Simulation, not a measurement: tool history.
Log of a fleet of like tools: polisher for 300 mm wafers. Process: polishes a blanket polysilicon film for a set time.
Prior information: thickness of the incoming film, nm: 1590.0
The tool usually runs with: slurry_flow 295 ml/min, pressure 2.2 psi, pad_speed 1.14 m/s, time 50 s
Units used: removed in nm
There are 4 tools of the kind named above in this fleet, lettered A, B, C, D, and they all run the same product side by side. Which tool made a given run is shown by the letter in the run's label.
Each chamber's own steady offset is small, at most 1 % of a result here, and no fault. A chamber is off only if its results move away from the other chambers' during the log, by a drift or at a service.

run   hour  slurry_flow  pressure  pad_speed  time  wafers polished on this pad  hours since the slurry nozzle was cleaned  hours since the head pressure was calibrated  removed
 1C    4.0          295       2.2       1.14    50                          112                                       76.5                                         191.9   302.86
 2A   11.0          295       2.2       1.14    50                          475                                      183.0                                         197.9   299.55
      13.3  -- chamber B: worn pad replaced by a new one
 3B   17.5          295       2.2       1.14    50                           57                                      130.8                                         735.7   307.64
 4D   24.2          295       2.2       1.14    50                          529                                      412.5                                         272.0   300.44
 5A   31.3          295       2.2       1.14    50                          752                                      203.3                                         218.2   303.43
      31.7  -- chamber D: worn pad replaced by a new one
      32.0  -- chamber A: slurry nozzle cleaned
 6B   36.3          295       1.4       1.28    50                          314                                      149.6                                         754.5   211.52
 7D   42.5          295       1.4       1.28    50                          148                                      430.8                                         290.3   212.35
 8C   51.3          295       1.4       1.28    50                          759                                      123.8                                         239.2   212.67
      57.6  -- chamber A: worn pad replaced by a new one
 9B   58.8          295       1.4       1.28    50                          622                                      172.1                                         777.0   214.05
10C   63.4          295       2.2       1.14    50                          924                                      135.9                                         251.3   301.20
11D   67.7          295       2.2       1.14    50                          492                                      456.0                                         315.5   300.21
      68.7  -- chamber C: worn pad replaced by a new one
12A   73.3          295       2.2       1.14    63                          215                                       41.4                                         260.2   382.77
13C   78.7          295       2.2       1.14    63                          137                                      151.2                                         266.6   373.02
      82.6  -- chamber D: worn pad replaced by a new one
14B   87.4          295       2.2       1.14    63                         1012                                      200.7                                         805.6   380.19
15A   92.9          295       2.2       1.14    63                          482                                       61.0                                         279.8   386.48
16D   98.6          295       2.2       1.14    50                          218                                      486.9                                         346.4   297.85
17D  105.7          295       2.2       1.14    50                          315                                      494.0                                         353.5   304.91
     110.3  -- chamber B: worn pad replaced by a new one
18C  110.4          295       2.2       1.14    50                          570                                      182.9                                         298.3   298.33
19B  117.4          295       2.2       1.14    50                           98                                      230.7                                         835.6   304.77
20A  123.9          295       2.2       1.14    50                          906                                       92.0                                         310.8   303.27
     126.0  -- chamber D: worn pad replaced by a new one
21A  129.3          295       2.2       1.14    50                          980                                       97.4                                         316.2   307.19
     132.1  -- chamber C: worn pad replaced by a new one
     132.9  -- chamber A: worn pad replaced by a new one
     136.5  -- chamber C: head pressure recalibrated
22D  136.7          295       2.2       1.14    50                          147                                      525.0                                         384.5   300.86
23B  142.0          295       1.6       1.46    50                          434                                      255.3                                         860.2   279.30
     143.8  -- chamber B: slurry nozzle cleaned
24C  148.6          295       1.6       1.46    50                          225                                      221.1                                          12.2   276.57
25B  154.6          295       1.6       1.46    50                          606                                       10.8                                         872.8   279.83
26C  160.4          295       1.6       1.46    50                          387                                      232.9                                          24.0   279.17
27A  164.4          295       2.2       1.14    50                          431                                      132.5                                         351.3   304.37
28D  171.2          295       2.2       1.14    50                          618                                      559.5                                         419.0   303.99
     172.7  -- chamber D: worn pad replaced by a new one
29B  176.0          295       2.2       1.14    50                          898                                       32.2                                         894.2   304.49
     176.5  -- chamber C: slurry nozzle cleaned
30D  181.7          295       2.2       1.14    50                          124                                      570.0                                         429.5   306.26
     184.1  -- chamber D: head pressure recalibrated
31A  189.2          295       2.2       1.14    50                          770                                      157.3                                         376.1   308.04
32C  196.2          295       2.2       1.14    50                          876                                       19.7                                          59.8   307.85
     196.6  -- chamber A: worn pad replaced by a new one
     198.0  -- chamber C: worn pad replaced by a new one
     203.9  -- chamber B: worn pad replaced by a new one
33D  204.3          295       1.9       1.14    59                          432                                      592.6                                          20.3   306.48
34A  212.9          295       1.9       1.14    59                          223                                      181.0                                         399.8   314.68
35C  218.4          295       1.9       1.14    59                          279                                       41.9                                          82.0   303.92
     218.8  -- chamber D: worn pad replaced by a new one
36B  227.2          295       1.9       1.14    59                          318                                       83.4                                         945.4   306.47
37D  233.6          295       2.2       1.14    50                          202                                      621.9                                          49.6   302.25

One chamber off, gauge drift, or nothing amiss beyond the chambers' own small offsets? If it is a chamber, which one, and what is the likeliest cause?

Little by little, chamber A moves away from the other chambers.
Likeliest cause: head's pressure above its setpoint, % = 4.74.

Below are 4 candidate recipes for chamber A's next run, each the usual settings with a change, their results shown as question marks. Which of them brings A's results back in line with what the other chambers give on the usual settings?
Counts as in line when no further than this from what the other chambers average on the usual settings: removed 9.20 nm
38A-1  240.0          295       2.2       1.16    51                                                                                                                              ?
38A-2  240.0          295       2.1       1.14    50                                                                                                                              ?
38A-3  240.0          295       2.1       1.10    49                                                                                                                              ?
38A-4  240.0          295       2.3       1.18    51                                                                                                                              ?

On the usual settings, the other chambers give on average: removed 301.59 nm
  run  removed
38A-1   327.56
38A-2   301.11
38A-3   284.85
38A-4   348.49
38A-2 brings the chamber back in line.

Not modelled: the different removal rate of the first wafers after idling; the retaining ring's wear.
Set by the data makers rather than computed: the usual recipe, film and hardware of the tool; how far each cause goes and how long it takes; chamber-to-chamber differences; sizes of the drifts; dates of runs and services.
